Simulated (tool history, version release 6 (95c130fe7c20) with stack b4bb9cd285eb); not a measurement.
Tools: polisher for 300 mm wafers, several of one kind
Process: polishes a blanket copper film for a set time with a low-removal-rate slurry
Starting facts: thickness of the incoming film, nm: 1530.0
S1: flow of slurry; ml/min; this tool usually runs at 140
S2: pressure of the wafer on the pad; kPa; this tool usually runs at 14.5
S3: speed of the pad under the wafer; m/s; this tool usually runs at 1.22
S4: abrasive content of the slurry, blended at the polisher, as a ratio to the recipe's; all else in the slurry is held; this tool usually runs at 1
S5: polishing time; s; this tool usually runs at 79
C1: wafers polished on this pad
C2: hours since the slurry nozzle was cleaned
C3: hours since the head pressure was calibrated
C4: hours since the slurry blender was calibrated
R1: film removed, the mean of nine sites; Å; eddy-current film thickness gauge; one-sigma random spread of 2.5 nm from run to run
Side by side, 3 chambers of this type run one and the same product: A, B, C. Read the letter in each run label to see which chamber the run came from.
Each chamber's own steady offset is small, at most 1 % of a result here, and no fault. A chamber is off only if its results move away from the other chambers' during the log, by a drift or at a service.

run	day	S1	S2	S3	S4	S5	C1	C2	C3	C4	R1
# day 0.246: chamber C: slurry blender recalibrated
1C	0.262	140	14.5	1.22	1	79	175	491.8	421.8	0.5	1693.6
2B	0.454	140	14.5	1.22	1	79	531	128.7	317.6	126.4	1728.3
3A	0.633	140	14.5	1.22	1	79	724	382.6	466.8	81.2	1699.1
4C	0.904	140	14.5	1.22	1	79	316	507.2	437.2	15.9	1678.4
5B	1.212	140	14.5	1.22	1	79	698	146.9	335.8	144.6	1677.4
6A	1.554	115	14.5	1.22	1	79	927	404.7	488.9	103.3	1600.5
7C	1.788	115	14.5	1.22	1	79	511	528.4	458.4	37.1	1627.6
# day 1.812: chamber B: slurry blender recalibrated
8A	2.075	115	14.5	1.22	1	79	1042	417.2	501.4	115.8	1664.5
# day 2.171: chamber A: slurry blender recalibrated
9B	2.354	140	14.5	1.22	1	79	949	174.3	363.2	13.1	1693.3
# day 2.442: chamber C: worn pad replaced by a new one
10A	2.721	140	9.7	1.22	1	79	1184	432.7	516.9	13.2	1163.2
11C	3.025	140	9.7	1.22	1	79	128	558.1	488.1	66.8	1162.8
# day 3.075: chamber B: worn pad replaced by a new one
12B	3.208	140	9.7	1.22	1	79	29	194.8	383.7	33.6	1135.4
13C	3.483	140	14.5	1.22	1	79	229	569.1	499.1	77.8	1699.8
14A	3.846	140	14.5	1.22	1	79	1431	459.7	543.9	40.2	1716
15B	4.238	140	14.5	1.22	1	79	256	219.5	408.4	58.3	1718.4
# day 4.35: chamber A: worn pad replaced by a new one
# day 4.383: chamber C: slurry blender recalibrated
16C	4.471	140	14.5	1.22	1	79	446	592.8	522.8	2.1	1694.3
17A	4.771	140	14.5	1.22	1	79	93	481.9	566.1	62.4	1696.5
18B	4.967	140	14.5	1.22	1	79	416	237	425.9	75.8	1695.5
19C	5.292	140	14.5	1.22	1	79	627	612.5	542.5	21.8	1725.6
20A	5.575	140	14.5	1.22	1	79	270	501.2	585.4	81.7	1760.9
# day 5.729: chamber C: worn pad replaced by a new one
21B	5.892	140	14.5	1.22	1	79	620	259.2	448.1	98	1681.7
22A	6.117	140	14.5	1.22	1	79	389	514.2	598.4	94.7	1679.1
23B	6.5	140	14.5	1.22	1	79	754	273.8	462.7	112.6	1705.8
24C	6.829	140	14.5	1.22	1	79	242	649.4	579.4	58.7	1690.5
# day 6.958: chamber A: slurry blender recalibrated
25C	7.192	140	14.5	1.22	1	79	322	658.1	588.1	67.4	1698.9
26A	7.4	140	14.5	1.22	1	79	672	545	629.2	10.6	1712.6
# day 7.496: chamber B: worn pad replaced by a new one
27B	7.604	140	14.5	1.22	1	79	23	300.3	489.2	139.1	1683.2
28C	7.942	140	14.5	1.22	1	79	487	676.1	606.1	85.4	1750.6
29A	8.254	140	14.5	1.22	0.9	79	860	565.5	649.7	31.1	1668.5
30B	8.45	140	14.5	1.22	0.9	79	210	320.6	509.5	159.4	1650.9
# day 8.521: chamber C: worn pad replaced by a new one
31B	8.817	140	14.5	1.22	0.9	79	290	329.4	518.3	168.2	1651.1
32A	9.088	140	14.5	1.22	1	79	1043	585.5	669.7	51.1	1756.4
# day 9.362: chamber B: slurry blender recalibrated
33C	9.462	140	14.5	1.22	1	79	208	712.6	642.6	121.9	1726.1
# day 9.642: chamber C: slurry blender recalibrated
# day 9.817: chamber A: worn pad replaced by a new one
34B	9.829	140	14.5	1.22	1	79	513	353.7	542.6	11.3	1688.2
35A	10.012	140	14.5	1.22	1	79	43	607.7	691.9	73.3	1692.1
36C	10.317	140	14.5	1.22	1	79	396	733.1	663.1	16.2	1732.2
# day 10.65: chamber B: slurry nozzle cleaned
37B	10.721	140	14.5	1.22	1	79	710	1.8	564	32.7	1755
38A	10.971	140	14.5	1.22	1	79	254	630.7	714.9	96.3	1700.1
# day 11.162: chamber A: slurry blender recalibrated
39C	11.304	140	14.5	1.22	1	79	613	756.8	686.8	39.9	1692.8
# day 11.312: chamber C: worn pad replaced by a new one
# day 11.5: chamber C: slurry nozzle cleaned
40A	11.658	140	14.5	1.22	1	79	405	647.2	731.4	11.9	1750.6
41B	12.021	140	14.5	1.22	1	79	996	33	595.2	63.9	1702.6
42C	12.308	120	14.5	1.22	1	79	219	19.4	710.9	64	1649.1
43B	12.621	120	14.5	1.22	1	79	1128	47.4	609.6	78.3	1664.9

All chambers now run identical settings, listed one chamber a line with results as question marks. What results will each chamber show?
44A	12.912	140	14.5	1.44	1	79					?
44B	12.912	140	14.5	1.44	1	79					?
44C	12.912	140	14.5	1.44	1	79					?

run	R1
44A	2005.1
44B	1960
44C	1972.1

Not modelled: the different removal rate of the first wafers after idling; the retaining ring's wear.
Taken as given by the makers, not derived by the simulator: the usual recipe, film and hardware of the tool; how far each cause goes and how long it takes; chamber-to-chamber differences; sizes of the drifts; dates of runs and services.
